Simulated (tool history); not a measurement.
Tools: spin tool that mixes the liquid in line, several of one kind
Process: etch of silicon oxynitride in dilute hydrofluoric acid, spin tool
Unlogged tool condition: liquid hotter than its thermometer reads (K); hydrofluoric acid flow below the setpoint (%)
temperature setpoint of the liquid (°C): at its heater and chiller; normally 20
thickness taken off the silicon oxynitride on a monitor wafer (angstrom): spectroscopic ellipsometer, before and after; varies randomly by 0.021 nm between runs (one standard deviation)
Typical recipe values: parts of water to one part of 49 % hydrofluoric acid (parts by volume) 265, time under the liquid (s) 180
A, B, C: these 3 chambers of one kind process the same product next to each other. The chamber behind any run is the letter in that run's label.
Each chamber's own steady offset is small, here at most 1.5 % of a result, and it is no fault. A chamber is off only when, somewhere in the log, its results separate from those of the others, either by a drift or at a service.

run,hour,temperature setpoint of the liquid (°C),parts of water to one part of 49 % hydrofluoric acid (parts by volume),time under the liquid (s),hours since the thermometer was replaced,hours since the hydrofluoric acid flow meter was replaced,"read-back film thickness of the silicon oxynitride reference wafer, read on the same gauge (nm)",thickness taken off the silicon oxynitride on a monitor wafer (angstrom)
1B,2.7,20,265,180,430.8,363,150.03,13.523
2C,6.2,20,265,180,1674.8,911.5,150.01,13.824
3A,9,20,265,180,1207.1,210.5,149.98,13.916
4C,12.5,20,265,180,1681.1,917.8,150.03,13.584
5A,15.3,17,265,275,1213.4,216.8,149.99,18.846
6B,17.4,17,265,275,445.5,377.7,150.02,17.896
7A,21.6,17,265,275,1219.7,223.1,150,18.376
8C,26,20,265,180,1694.6,931.3,149.98,13.53
9B,29.3,20,265,180,457.4,389.6,149.96,13.409
10A,33.1,20,265,180,1231.2,234.6,150.02,14.129
11C,36.7,20,265,180,1705.3,942,150.03,13.361
12B,39.6,22,265,180,467.7,399.9,149.98,14.726
13C,42.1,22,265,180,1710.7,947.4,149.99,15.139
14B,46.5,22,265,180,474.6,406.8,150.03,14.945
15A,50.2,20,265,180,1248.3,251.7,150,13.963
16B,53.4,17,215,180,481.5,413.7,150,14.965
17C,55.9,17,215,180,1724.5,961.2,149.97,15.262
18A,59.9,17,215,180,1258,261.4,149.98,14.948
19C,64.2,20,265,180,1732.8,969.5,150.03,13.43
20A,68.2,20,265,180,1266.3,269.7,149.95,13.929
21B,70.7,20,265,180,498.8,431,149.99,13.744
22C,73.9,20,265,180,1742.5,979.2,149.99,13.81
23B,77.5,20,265,180,505.6,437.8,149.99,13.045
24A,80.3,20,265,180,1278.4,281.8,150.03,13.757
25C,83.9,20,265,180,1752.5,989.2,150.03,13.163
26A,88.1,20,315,270,1286.2,289.6,150,17.057
27B,90.5,20,315,270,518.6,450.8,149.99,15.925
28B,94.2,20,315,270,522.3,454.5,149.98,15.918
29A,96.8,20,365,180,1294.9,298.3,150,9.6896
30C,100.5,20,365,180,1769.1,1005.8,150,9.5046
31C,104.3,20,365,180,1772.9,1009.6,149.95,9.3918
32A,108.4,20,265,180,1306.5,309.9,150.04,14.091
33B,110.6,20,265,180,538.7,470.9,149.98,12.688

All chambers now run identical settings, listed one chamber a line with results as question marks. What results will each chamber show?
34A,113.8,20,265,180,,,,?
34B,113.8,20,265,180,,,,?
34C,113.8,20,265,180,,,,?

run,thickness taken off the silicon oxynitride on a monitor wafer (angstrom)
34A,13.665
34B,12.466
34C,13.604
